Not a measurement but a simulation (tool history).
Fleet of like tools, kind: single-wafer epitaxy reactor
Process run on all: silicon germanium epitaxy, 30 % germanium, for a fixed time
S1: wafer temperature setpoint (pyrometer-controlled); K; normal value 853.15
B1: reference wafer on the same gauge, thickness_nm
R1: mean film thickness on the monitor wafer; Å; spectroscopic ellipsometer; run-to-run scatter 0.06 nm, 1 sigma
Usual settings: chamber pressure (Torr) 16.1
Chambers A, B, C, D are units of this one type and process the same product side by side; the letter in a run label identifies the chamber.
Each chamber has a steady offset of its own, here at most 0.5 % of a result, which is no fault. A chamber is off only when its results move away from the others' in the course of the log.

{"run": "1C", "hour": 10.2, "S1": 853.15, "chamber pressure (Torr)": 16.1, "B1": 41.418, "R1": 374.75}
{"run": "2B", "hour": 21.8, "S1": 853.15, "chamber pressure (Torr)": 16.1, "B1": 41.428, "R1": 371.34}
{"run": "3D", "hour": 30.8, "S1": 853.15, "chamber pressure (Torr)": 16.1, "B1": 41.435, "R1": 371.43}
{"run": "4A", "hour": 37.7, "S1": 853.15, "chamber pressure (Torr)": 16.1, "B1": 41.432, "R1": 370.84}
{"run": "5A", "hour": 48.5, "S1": 853.15, "chamber pressure (Torr)": 16.1, "B1": 41.443, "R1": 370.81}
{"hour": 51.6, "done": "chamber D: capacitance manometer re-zeroed and calibrated"}
{"run": "6D", "hour": 55.3, "S1": 853.15, "chamber pressure (Torr)": 16.1, "B1": 41.461, "R1": 372.46}
{"run": "7C", "hour": 61.7, "S1": 853.15, "chamber pressure (Torr)": 16.1, "B1": 41.481, "R1": 374.75}
{"run": "8B", "hour": 71.6, "S1": 853.15, "chamber pressure (Torr)": 19.9, "B1": 41.504, "R1": 406.15}
{"run": "9D", "hour": 83.2, "S1": 853.15, "chamber pressure (Torr)": 19.9, "B1": 41.493, "R1": 406.45}
{"run": "10B", "hour": 94.1, "S1": 853.15, "chamber pressure (Torr)": 19.9, "B1": 41.507, "R1": 407.27}
{"run": "11A", "hour": 103.8, "S1": 853.15, "chamber pressure (Torr)": 19.9, "B1": 41.507, "R1": 404.58}
{"run": "12C", "hour": 115.1, "S1": 853.15, "chamber pressure (Torr)": 16.1, "B1": 41.522, "R1": 375.75}
{"run": "13B", "hour": 126.7, "S1": 853.15, "chamber pressure (Torr)": 19.4, "B1": 41.539, "R1": 403.53}
{"run": "14D", "hour": 133.4, "S1": 853.15, "chamber pressure (Torr)": 19.4, "B1": 41.543, "R1": 402.05}
{"run": "15A", "hour": 141.6, "S1": 853.15, "chamber pressure (Torr)": 19.4, "B1": 41.542, "R1": 400.84}
{"run": "16C", "hour": 148.3, "S1": 853.15, "chamber pressure (Torr)": 19.4, "B1": 41.568, "R1": 403.21}
{"run": "17A", "hour": 157.3, "S1": 853.15, "chamber pressure (Torr)": 16.1, "B1": 41.573, "R1": 371.97}
{"run": "18C", "hour": 162.7, "S1": 853.15, "chamber pressure (Torr)": 16.1, "B1": 41.569, "R1": 375.42}
{"run": "19D", "hour": 170.7, "S1": 853.15, "chamber pressure (Torr)": 16.1, "B1": 41.59, "R1": 373.49}
{"run": "20B", "hour": 177.1, "S1": 853.15, "chamber pressure (Torr)": 16.1, "B1": 41.579, "R1": 373.6}
{"run": "21A", "hour": 183.5, "S1": 853.15, "chamber pressure (Torr)": 16.1, "B1": 41.6, "R1": 373.86}
{"run": "22D", "hour": 190.9, "S1": 853.15, "chamber pressure (Torr)": 16.1, "B1": 41.592, "R1": 372.53}
{"run": "23C", "hour": 198.9, "S1": 853.15, "chamber pressure (Torr)": 19.8, "B1": 41.633, "R1": 407.6}
{"run": "24B", "hour": 207.0, "S1": 853.15, "chamber pressure (Torr)": 19.8, "B1": 41.604, "R1": 406.84}
{"run": "25A", "hour": 215.0, "S1": 853.15, "chamber pressure (Torr)": 19.8, "B1": 41.638, "R1": 405.53}
{"run": "26C", "hour": 221.9, "S1": 853.15, "chamber pressure (Torr)": 19.8, "B1": 41.627, "R1": 407.37}
{"run": "27B", "hour": 231.3, "S1": 859.15, "chamber pressure (Torr)": 16.1, "B1": 41.633, "R1": 419.5}
{"run": "28D", "hour": 240.8, "S1": 859.15, "chamber pressure (Torr)": 16.1, "B1": 41.664, "R1": 419.95}
{"run": "29B", "hour": 246.4, "S1": 859.15, "chamber pressure (Torr)": 16.1, "B1": 41.689, "R1": 417.86}

Is one chamber off against the others, does the gauge drift, or is nothing wrong? If a chamber is off, say which, and what the likeliest cause is.

The gauge drifts, so all chambers seem to drift together. No chamber is off.
What lies behind it: gauge reads high (%) = 0.669.
